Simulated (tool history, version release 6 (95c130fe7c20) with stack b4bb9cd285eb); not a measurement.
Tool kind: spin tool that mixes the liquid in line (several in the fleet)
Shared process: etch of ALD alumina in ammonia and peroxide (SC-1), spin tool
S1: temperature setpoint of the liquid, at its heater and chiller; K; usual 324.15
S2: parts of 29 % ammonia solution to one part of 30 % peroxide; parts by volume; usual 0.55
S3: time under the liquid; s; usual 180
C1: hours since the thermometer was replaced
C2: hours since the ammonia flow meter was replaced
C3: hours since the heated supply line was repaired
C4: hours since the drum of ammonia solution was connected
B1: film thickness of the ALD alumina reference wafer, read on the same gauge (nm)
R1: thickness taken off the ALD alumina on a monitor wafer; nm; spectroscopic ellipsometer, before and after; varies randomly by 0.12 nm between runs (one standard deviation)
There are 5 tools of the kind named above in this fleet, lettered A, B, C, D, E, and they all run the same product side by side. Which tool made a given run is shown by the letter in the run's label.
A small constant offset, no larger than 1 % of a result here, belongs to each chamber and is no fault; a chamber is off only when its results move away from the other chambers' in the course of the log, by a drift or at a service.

{"run": "1A", "day": 0.246, "S1": 324.15, "S2": 0.55, "S3": 180, "C1": 1012.3, "C2": 650.9, "C3": 1113.7, "C4": 871.4, "B1": 70.012, "R1": 18.286}
{"run": "2D", "day": 0.562, "S1": 324.15, "S2": 0.55, "S3": 180, "C1": 14.8, "C2": 294.5, "C3": 1547.6, "C4": 333.7, "B1": 69.998, "R1": 18.464}
{"run": "3B", "day": 1.0, "S1": 324.15, "S2": 0.55, "S3": 180, "C1": 941.8, "C2": 934.7, "C3": 1000.4, "C4": 88.2, "B1": 69.994, "R1": 18.441}
{"run": "4C", "day": 1.196, "S1": 324.15, "S2": 0.55, "S3": 180, "C1": 1150.9, "C2": 1360.1, "C3": 576.3, "C4": 287.8, "B1": 70.009, "R1": 18.279}
{"run": "5E", "day": 1.396, "S1": 324.15, "S2": 0.55, "S3": 180, "C1": 2320.3, "C2": 269.7, "C3": 1088.3, "C4": 430.3, "B1": 70.002, "R1": 18.057}
{"run": "6B", "day": 1.804, "S1": 324.15, "S2": 0.55, "S3": 180, "C1": 961.1, "C2": 954, "C3": 1019.7, "C4": 107.5, "B1": 70.001, "R1": 18.379}
{"run": "7A", "day": 2.138, "S1": 324.15, "S2": 0.55, "S3": 180, "C1": 1057.7, "C2": 696.3, "C3": 1159.1, "C4": 916.8, "B1": 70.002, "R1": 18.449}
{"day": 2.475, "done": "chamber E: heated supply line repaired"}
{"run": "8E", "day": 2.488, "S1": 324.15, "S2": 0.55, "S3": 180, "C1": 2346.5, "C2": 295.9, "C3": 0.3, "C4": 456.5, "B1": 70.011, "R1": 18.345}
{"run": "9C", "day": 2.812, "S1": 324.15, "S2": 0.55, "S3": 180, "C1": 1189.7, "C2": 1398.9, "C3": 615.1, "C4": 326.6, "B1": 70.019, "R1": 18.359}
{"run": "10D", "day": 3.046, "S1": 324.15, "S2": 0.55, "S3": 180, "C1": 74.4, "C2": 354.1, "C3": 1607.2, "C4": 393.3, "B1": 69.998, "R1": 18.167}
{"run": "11A", "day": 3.35, "S1": 324.15, "S2": 0.55, "S3": 180, "C1": 1086.8, "C2": 725.4, "C3": 1188.2, "C4": 945.9, "B1": 69.985, "R1": 18.48}
{"run": "12B", "day": 3.796, "S1": 324.15, "S2": 0.55, "S3": 180, "C1": 1008.9, "C2": 1001.8, "C3": 1067.5, "C4": 155.3, "B1": 70.011, "R1": 18.386}
{"run": "13D", "day": 4.079, "S1": 329.15, "S2": 0.4, "S3": 180, "C1": 99.2, "C2": 378.9, "C3": 1632, "C4": 418.1, "B1": 70.004, "R1": 22.919}
{"run": "14E", "day": 4.279, "S1": 329.15, "S2": 0.4, "S3": 180, "C1": 2389.5, "C2": 338.9, "C3": 43.3, "C4": 499.5, "B1": 69.997, "R1": 23.351}
{"run": "15C", "day": 4.508, "S1": 329.15, "S2": 0.4, "S3": 180, "C1": 1230.4, "C2": 1439.6, "C3": 655.8, "C4": 367.3, "B1": 69.991, "R1": 23.38}
{"run": "16D", "day": 4.712, "S1": 329.15, "S2": 0.4, "S3": 180, "C1": 114.4, "C2": 394.1, "C3": 1647.2, "C4": 433.3, "B1": 70.002, "R1": 22.909}
{"run": "17B", "day": 5.033, "S1": 329.15, "S2": 0.4, "S3": 180, "C1": 1038.6, "C2": 1031.5, "C3": 1097.2, "C4": 185, "B1": 70.019, "R1": 22.95}
{"run": "18E", "day": 5.438, "S1": 324.15, "S2": 0.55, "S3": 180, "C1": 2417.3, "C2": 366.7, "C3": 71.1, "C4": 527.3, "B1": 69.989, "R1": 18.085}
{"run": "19C", "day": 5.7, "S1": 324.15, "S2": 0.55, "S3": 180, "C1": 1259, "C2": 1468.2, "C3": 684.4, "C4": 395.9, "B1": 69.985, "R1": 18.316}
{"day": 5.712, "done": "chamber A: ammonia flow meter replaced"}
{"run": "20A", "day": 6.0, "S1": 324.15, "S2": 0.55, "S3": 180, "C1": 1150.4, "C2": 6.9, "C3": 1251.8, "C4": 1009.5, "B1": 70.012, "R1": 18.521}
{"run": "21C", "day": 6.212, "S1": 324.15, "S2": 0.55, "S3": 180, "C1": 1271.3, "C2": 1480.5, "C3": 696.7, "C4": 408.2, "B1": 69.999, "R1": 18.305}
{"run": "22D", "day": 6.588, "S1": 324.15, "S2": 0.55, "S3": 180, "C1": 159.4, "C2": 439.1, "C3": 1692.2, "C4": 478.3, "B1": 70.005, "R1": 17.963}
{"run": "23E", "day": 6.783, "S1": 324.15, "S2": 0.55, "S3": 180, "C1": 2449.6, "C2": 399, "C3": 103.4, "C4": 559.6, "B1": 69.984, "R1": 18.138}
{"day": 6.871, "done": "chamber A: new drum of ammonia solution connected"}
{"day": 6.912, "done": "chamber C: ammonia flow meter replaced"}
{"run": "24B", "day": 7.138, "S1": 324.15, "S2": 0.55, "S3": 180, "C1": 1089.1, "C2": 1082, "C3": 1147.7, "C4": 235.5, "B1": 69.991, "R1": 18.599}
{"run": "25A", "day": 7.5, "S1": 324.15, "S2": 0.55, "S3": 180, "C1": 1186.4, "C2": 42.9, "C3": 1287.8, "C4": 15.2, "B1": 69.996, "R1": 18.397}
{"run": "26D", "day": 7.85, "S1": 324.15, "S2": 0.55, "S3": 180, "C1": 189.7, "C2": 469.4, "C3": 1722.5, "C4": 508.6, "B1": 69.995, "R1": 17.74}
{"run": "27B", "day": 8.162, "S1": 324.15, "S2": 0.55, "S3": 180, "C1": 1113.7, "C2": 1106.6, "C3": 1172.3, "C4": 260.1, "B1": 70.003, "R1": 18.49}
{"run": "28E", "day": 8.421, "S1": 324.15, "S2": 0.55, "S3": 180, "C1": 2488.9, "C2": 438.3, "C3": 142.7, "C4": 598.9, "B1": 69.988, "R1": 18.059}
{"run": "29A", "day": 8.633, "S1": 324.15, "S2": 0.55, "S3": 180, "C1": 1213.6, "C2": 70.1, "C3": 1315, "C4": 42.4, "B1": 69.998, "R1": 18.263}
{"day": 8.642, "done": "chamber C: new drum of ammonia solution connected"}
{"day": 8.662, "done": "chamber E: thermometer replaced"}
{"run": "30C", "day": 8.996, "S1": 324.15, "S2": 0.55, "S3": 180, "C1": 1338.1, "C2": 50, "C3": 763.5, "C4": 8.6, "B1": 70.006, "R1": 18.228}
{"run": "31A", "day": 9.275, "S1": 324.15, "S2": 0.55, "S3": 180, "C1": 1229, "C2": 85.5, "C3": 1330.4, "C4": 57.8, "B1": 70.001, "R1": 18.369}
{"run": "32D", "day": 9.704, "S1": 324.15, "S2": 0.55, "S3": 180, "C1": 234.2, "C2": 513.9, "C3": 1767, "C4": 553.1, "B1": 70.001, "R1": 17.584}
{"run": "33C", "day": 9.946, "S1": 324.15, "S2": 0.55, "S3": 180, "C1": 1360.9, "C2": 72.8, "C3": 786.3, "C4": 31.4, "B1": 69.997, "R1": 18.347}
{"run": "34B", "day": 10.375, "S1": 324.15, "S2": 0.55, "S3": 100, "C1": 1166.8, "C2": 1159.7, "C3": 1225.4, "C4": 313.2, "B1": 69.987, "R1": 10.222}
{"run": "35E", "day": 10.592, "S1": 324.15, "S2": 0.55, "S3": 100, "C1": 46.4, "C2": 490.4, "C3": 194.8, "C4": 651, "B1": 70.01, "R1": 10.082}
{"run": "36A", "day": 10.996, "S1": 324.15, "S2": 0.55, "S3": 100, "C1": 1270.3, "C2": 126.8, "C3": 1371.7, "C4": 99.1, "B1": 69.997, "R1": 10.22}
{"run": "37D", "day": 11.258, "S1": 324.15, "S2": 0.55, "S3": 100, "C1": 271.5, "C2": 551.2, "C3": 1804.3, "C4": 590.4, "B1": 70.001, "R1": 9.6411}
{"day": 11.446, "done": "chamber D: ammonia flow meter replaced"}
{"run": "38E", "day": 11.638, "S1": 324.15, "S2": 0.55, "S3": 100, "C1": 71.5, "C2": 515.5, "C3": 219.9, "C4": 676.1, "B1": 69.995, "R1": 9.9878}
{"run": "39C", "day": 11.85, "S1": 324.15, "S2": 0.55, "S3": 180, "C1": 1406.6, "C2": 118.5, "C3": 832, "C4": 77.1, "B1": 69.996, "R1": 18.11}
{"run": "40B", "day": 12.267, "S1": 324.15, "S2": 0.55, "S3": 180, "C1": 1212.2, "C2": 1205.1, "C3": 1270.8, "C4": 358.6, "B1": 69.996, "R1": 18.198}
{"run": "41D", "day": 12.571, "S1": 324.15, "S2": 0.55, "S3": 180, "C1": 303, "C2": 27.1, "C3": 1835.8, "C4": 621.9, "B1": 70.004, "R1": 17.101}
{"run": "42A", "day": 12.892, "S1": 324.15, "S2": 0.55, "S3": 180, "C1": 1315.8, "C2": 172.3, "C3": 1417.2, "C4": 144.6, "B1": 69.973, "R1": 18.104}
{"run": "43B", "day": 13.317, "S1": 324.15, "S2": 0.55, "S3": 180, "C1": 1237.4, "C2": 1230.3, "C3": 1296, "C4": 383.8, "B1": 70.01, "R1": 18.216}

Read the log: is a single chamber off, either drifting away or since a service, is the gauge that measures every chamber drifting, or is nothing wrong beyond small per-chamber offsets? Name any odd chamber and what most likely caused it.

Little by little, chamber D moves away from the other chambers.
Likeliest cause: temperature lost on the way to the wafer (K) = 1.59.
The log may not tell that from: liquid colder than its thermometer reads (K).

Below are 4 candidate recipes for chamber D's next run, each the usual settings with a change, their results shown as question marks. Which of them brings D's results back in line with what the other chambers give on the usual settings?
Counts as in line when no further than this from what the other chambers average on the usual settings: R1 0.42 nm
{"run": "44D-1", "day": 13.638, "S1": 323.65, "S2": 0.55, "S3": 170, "R1": "?"}
{"run": "44D-2", "day": 13.638, "S1": 324.15, "S2": 0.55, "S3": 185, "R1": "?"}
{"run": "44D-3", "day": 13.638, "S1": 324.65, "S2": 0.55, "S3": 190, "R1": "?"}
{"run": "44D-4", "day": 13.638, "S1": 323.65, "S2": 0.55, "S3": 180, "R1": "?"}

Other chambers, usual settings, mean: R1 18.288 nm
run=44D-1 R1=15.473
run=44D-2 R1=17.3
run=44D-3 R1=18.264
run=44D-4 R1=16.383
Change 44D-3 lands the chamber within the allowed miss of the other chambers.
